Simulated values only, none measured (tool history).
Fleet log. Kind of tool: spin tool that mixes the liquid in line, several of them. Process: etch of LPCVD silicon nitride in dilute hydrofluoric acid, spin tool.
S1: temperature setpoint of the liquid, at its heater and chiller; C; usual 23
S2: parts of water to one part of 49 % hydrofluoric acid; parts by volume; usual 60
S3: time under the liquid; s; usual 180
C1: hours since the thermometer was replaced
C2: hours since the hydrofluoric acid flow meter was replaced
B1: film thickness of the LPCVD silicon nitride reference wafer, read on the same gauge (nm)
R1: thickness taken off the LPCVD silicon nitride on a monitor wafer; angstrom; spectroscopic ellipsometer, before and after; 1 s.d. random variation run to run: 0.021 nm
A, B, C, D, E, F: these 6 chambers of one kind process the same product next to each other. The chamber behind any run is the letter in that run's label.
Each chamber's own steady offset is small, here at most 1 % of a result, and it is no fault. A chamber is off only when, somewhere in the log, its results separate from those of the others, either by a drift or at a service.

{"hour": 1.3, "done": "chamber F: hydrofluoric acid flow meter replaced"}
{"run": "1B", "hour": 4.0, "S1": 23, "S2": 60, "S3": 180, "C1": 1067.7, "C2": 762.1, "B1": 110.01, "R1": 13.06}
{"run": "2C", "hour": 6.8, "S1": 23, "S2": 60, "S3": 180, "C1": 972.7, "C2": 187.7, "B1": 109.99, "R1": 13.051}
{"run": "3F", "hour": 10.0, "S1": 23, "S2": 60, "S3": 180, "C1": 418.2, "C2": 8.8, "B1": 109.98, "R1": 12.958}
{"run": "4E", "hour": 12.2, "S1": 23, "S2": 60, "S3": 180, "C1": 2249.5, "C2": 353.6, "B1": 110.01, "R1": 13.255}
{"run": "5D", "hour": 16.3, "S1": 23, "S2": 60, "S3": 180, "C1": 1737.2, "C2": 326.7, "B1": 110, "R1": 12.539}
{"run": "6A", "hour": 18.7, "S1": 23, "S2": 60, "S3": 180, "C1": 169.9, "C2": 713.8, "B1": 110, "R1": 13.076}
{"run": "7D", "hour": 20.8, "S1": 23, "S2": 60, "S3": 180, "C1": 1741.7, "C2": 331.2, "B1": 110.01, "R1": 12.99}
{"run": "8A", "hour": 23.1, "S1": 23, "S2": 60, "S3": 180, "C1": 174.3, "C2": 718.2, "B1": 110, "R1": 13.272}
{"run": "9B", "hour": 26.1, "S1": 23, "S2": 60, "S3": 180, "C1": 1089.8, "C2": 784.2, "B1": 110.03, "R1": 12.975}
{"run": "10C", "hour": 28.4, "S1": 26.5, "S2": 60, "S3": 75, "C1": 994.3, "C2": 209.3, "B1": 110, "R1": 6.9979}
{"run": "11F", "hour": 31.4, "S1": 26.5, "S2": 60, "S3": 75, "C1": 439.6, "C2": 30.2, "B1": 109.98, "R1": 6.9135}
{"run": "12E", "hour": 34.4, "S1": 26.5, "S2": 60, "S3": 75, "C1": 2271.7, "C2": 375.8, "B1": 110, "R1": 6.7994}
{"run": "13C", "hour": 38.8, "S1": 26.5, "S2": 60, "S3": 75, "C1": 1004.7, "C2": 219.7, "B1": 110, "R1": 6.8175}
{"run": "14D", "hour": 43.6, "S1": 26.5, "S2": 60, "S3": 75, "C1": 1764.5, "C2": 354, "B1": 109.97, "R1": 6.692}
{"run": "15B", "hour": 47.2, "S1": 26.5, "S2": 60, "S3": 75, "C1": 1110.9, "C2": 805.3, "B1": 109.99, "R1": 6.6841}
{"run": "16A", "hour": 49.9, "S1": 23, "S2": 60, "S3": 180, "C1": 201.1, "C2": 745, "B1": 110.01, "R1": 13.056}
{"run": "17F", "hour": 54.3, "S1": 23, "S2": 60, "S3": 180, "C1": 462.5, "C2": 53.1, "B1": 109.99, "R1": 12.872}
{"run": "18E", "hour": 57.8, "S1": 23, "S2": 60, "S3": 180, "C1": 2295.1, "C2": 399.2, "B1": 110, "R1": 12.915}
{"run": "19B", "hour": 60.5, "S1": 23, "S2": 60, "S3": 180, "C1": 1124.2, "C2": 818.6, "B1": 110, "R1": 12.866}
{"hour": 64.8, "done": "chamber E: thermometer replaced"}
{"run": "20A", "hour": 65.3, "S1": 23, "S2": 60, "S3": 180, "C1": 216.5, "C2": 760.4, "B1": 110, "R1": 13.136}
{"run": "21E", "hour": 68.6, "S1": 23, "S2": 60, "S3": 180, "C1": 3.8, "C2": 410, "B1": 110, "R1": 13.455}
{"run": "22C", "hour": 71.8, "S1": 23, "S2": 60, "S3": 180, "C1": 1037.7, "C2": 252.7, "B1": 109.98, "R1": 12.864}
{"run": "23D", "hour": 75.2, "S1": 23, "S2": 60, "S3": 180, "C1": 1796.1, "C2": 385.6, "B1": 110.02, "R1": 12.563}
{"run": "24F", "hour": 79.1, "S1": 23, "S2": 60, "S3": 180, "C1": 487.3, "C2": 77.9, "B1": 109.98, "R1": 12.491}
{"run": "25A", "hour": 83.5, "S1": 23, "S2": 60, "S3": 180, "C1": 234.7, "C2": 778.6, "B1": 110.01, "R1": 13.163}
{"run": "26C", "hour": 86.6, "S1": 23, "S2": 60, "S3": 180, "C1": 1052.5, "C2": 267.5, "B1": 109.99, "R1": 13.29}
{"hour": 87.9, "done": "chamber C: thermometer replaced"}
{"run": "27E", "hour": 91.2, "S1": 23, "S2": 50, "S3": 90, "C1": 26.4, "C2": 432.6, "B1": 110.01, "R1": 7.6285}
{"run": "28B", "hour": 93.8, "S1": 23, "S2": 50, "S3": 90, "C1": 1157.5, "C2": 851.9, "B1": 109.99, "R1": 7.9357}
{"run": "29D", "hour": 97.1, "S1": 23, "S2": 50, "S3": 90, "C1": 1818, "C2": 407.5, "B1": 110.01, "R1": 7.7687}
{"run": "30F", "hour": 101.1, "S1": 23, "S2": 50, "S3": 90, "C1": 509.3, "C2": 99.9, "B1": 110, "R1": 7.3488}
{"hour": 102.6, "done": "chamber A: hydrofluoric acid flow meter replaced"}
{"run": "31E", "hour": 105.5, "S1": 23, "S2": 50, "S3": 90, "C1": 40.7, "C2": 446.9, "B1": 110, "R1": 7.8696}
{"run": "32D", "hour": 109.5, "S1": 23, "S2": 50, "S3": 90, "C1": 1830.4, "C2": 419.9, "B1": 110.01, "R1": 7.621}
{"run": "33B", "hour": 112.1, "S1": 23, "S2": 60, "S3": 180, "C1": 1175.8, "C2": 870.2, "B1": 110.01, "R1": 12.736}
{"run": "34A", "hour": 116.3, "S1": 23, "S2": 60, "S3": 180, "C1": 267.5, "C2": 13.7, "B1": 109.99, "R1": 12.998}
{"run": "35F", "hour": 119.1, "S1": 23, "S2": 60, "S3": 180, "C1": 527.3, "C2": 117.9, "B1": 110, "R1": 11.85}
{"run": "36C", "hour": 122.5, "S1": 23, "S2": 60, "S3": 180, "C1": 34.7, "C2": 303.4, "B1": 110.01, "R1": 12.799}

Next, all 6 chambers run the settings below, one line each with question marks for the results. What does each chamber give?
{"run": "37A", "hour": 125.9, "S1": 23, "S2": 60, "S3": 180, "R1": "?"}
{"run": "37B", "hour": 125.9, "S1": 23, "S2": 60, "S3": 180, "R1": "?"}
{"run": "37C", "hour": 125.9, "S1": 23, "S2": 60, "S3": 180, "R1": "?"}
{"run": "37D", "hour": 125.9, "S1": 23, "S2": 60, "S3": 180, "R1": "?"}
{"run": "37E", "hour": 125.9, "S1": 23, "S2": 60, "S3": 180, "R1": "?"}
{"run": "37F", "hour": 125.9, "S1": 23, "S2": 60, "S3": 180, "R1": "?"}

run=37A R1=13.28
run=37B R1=13.045
run=37C R1=12.989
run=37D R1=12.964
run=37E R1=13.332
run=37F R1=11.858

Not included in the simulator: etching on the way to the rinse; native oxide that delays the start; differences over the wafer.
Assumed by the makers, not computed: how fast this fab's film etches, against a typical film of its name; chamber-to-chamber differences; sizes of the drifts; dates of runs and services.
